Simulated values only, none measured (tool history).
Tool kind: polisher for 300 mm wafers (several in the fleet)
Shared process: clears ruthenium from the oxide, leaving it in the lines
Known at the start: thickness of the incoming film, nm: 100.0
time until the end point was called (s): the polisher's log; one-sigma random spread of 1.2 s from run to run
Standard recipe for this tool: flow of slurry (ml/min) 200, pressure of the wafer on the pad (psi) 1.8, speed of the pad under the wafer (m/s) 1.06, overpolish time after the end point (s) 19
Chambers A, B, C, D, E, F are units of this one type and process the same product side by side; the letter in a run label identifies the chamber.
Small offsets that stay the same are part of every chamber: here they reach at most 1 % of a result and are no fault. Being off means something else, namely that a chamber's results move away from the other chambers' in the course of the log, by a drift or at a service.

run,day,flow of slurry (ml/min),pressure of the wafer on the pad (psi),speed of the pad under the wafer (m/s),overpolish time after the end point (s),time until the end point was called (s)
1D,0.388,200,1.8,1.06,19,78.647
2C,0.671,200,1.8,1.06,19,77.921
3A,0.875,200,1.8,1.06,19,77.932
4E,1.225,200,1.8,1.06,19,83.295
# day 1.446: chamber A: worn pad replaced by a new one
5B,1.475,200,1.8,1.06,19,79.394
6F,1.842,200,1.8,1.06,19,80.41
# day 1.946: chamber E: worn pad replaced by a new one
# day 2.079: chamber B: head pressure recalibrated
# day 2.129: chamber D: head pressure recalibrated
7E,2.192,200,1.8,1.06,19,81.568
# day 2.25: chamber D: worn pad replaced by a new one
8C,2.567,200,1.8,1.06,19,79.741
9D,2.879,200,1.8,1.06,19,79.965
10B,3.183,200,1.8,1.06,19,81.727
11A,3.5,200,1.8,1.06,19,79.794
12F,3.812,200,1.8,1.06,19,81.257
# day 3.825: chamber C: worn pad replaced by a new one
13F,4.029,200,1.8,1.06,19,82.49
14D,4.254,200,1.8,1.06,19,81.663
15C,4.696,200,1.8,1.06,19,79.62
16A,4.975,200,1.8,1.06,19,79.577
# day 5: chamber B: worn pad replaced by a new one
17E,5.204,200,1.8,1.06,19,80.469
18B,5.429,200,1.8,1.06,19,82.43
19D,5.788,200,1.8,1.06,19,81.597
20C,6.183,200,1.8,1.06,19,80.174
21A,6.4,200,1.8,1.06,19,78.145
22B,6.592,200,1.8,1.06,19,80.833
# day 6.762: chamber D: worn pad replaced by a new one
23E,6.867,200,1.8,1.06,19,80.685
# day 7.179: chamber E: slurry nozzle cleaned
24F,7.3,200,1.8,0.9,19,95.347
# day 7.596: chamber E: worn pad replaced by a new one
25E,7.692,200,1.8,0.9,19,95.468
26C,8.129,200,1.8,0.9,19,93.184
27A,8.462,200,1.8,0.9,19,93.038
28F,8.671,200,1.8,0.9,19,99.339
29D,9.017,200,1.8,0.9,19,95.495
30B,9.35,150,2,1.06,19,73.804
# day 9.529: chamber C: worn pad replaced by a new one
31A,9.554,150,2,1.06,19,74.938
# day 9.725: chamber B: slurry nozzle cleaned
32E,9.829,150,2,1.06,19,78.33
# day 10.175: chamber A: worn pad replaced by a new one
33F,10.2,150,2,1.06,19,79.896
34B,10.6,150,2,1.06,19,78.257
35C,10.896,150,2,1.06,19,74.159
36D,11.312,200,1.8,1.06,19,82.326
37A,11.742,200,1.8,0.84,24,99.835
# day 11.862: chamber B: worn pad replaced by a new one
38C,11.942,200,1.8,0.84,24,100.12
39E,12.15,200,1.8,0.84,24,104.28
# day 12.425: chamber D: worn pad replaced by a new one
40B,12.575,200,1.8,0.84,24,103.43
41F,12.838,200,1.8,0.84,24,107.32
42D,13.108,200,1.8,0.84,24,100.97
43F,13.412,200,1.8,1.06,19,88.803

For the next run the whole fleet of 6 chambers uses the same settings. Give each chamber's results:
44A,13.733,175,1.8,1.06,19,?
44B,13.733,175,1.8,1.06,19,?
44C,13.733,175,1.8,1.06,19,?
44D,13.733,175,1.8,1.06,19,?
44E,13.733,175,1.8,1.06,19,?
44F,13.733,175,1.8,1.06,19,?

run,time until the end point was called (s)
44A,81.413
44B,82.279
44C,81.297
44D,82.908
44E,83.041
44F,88.537

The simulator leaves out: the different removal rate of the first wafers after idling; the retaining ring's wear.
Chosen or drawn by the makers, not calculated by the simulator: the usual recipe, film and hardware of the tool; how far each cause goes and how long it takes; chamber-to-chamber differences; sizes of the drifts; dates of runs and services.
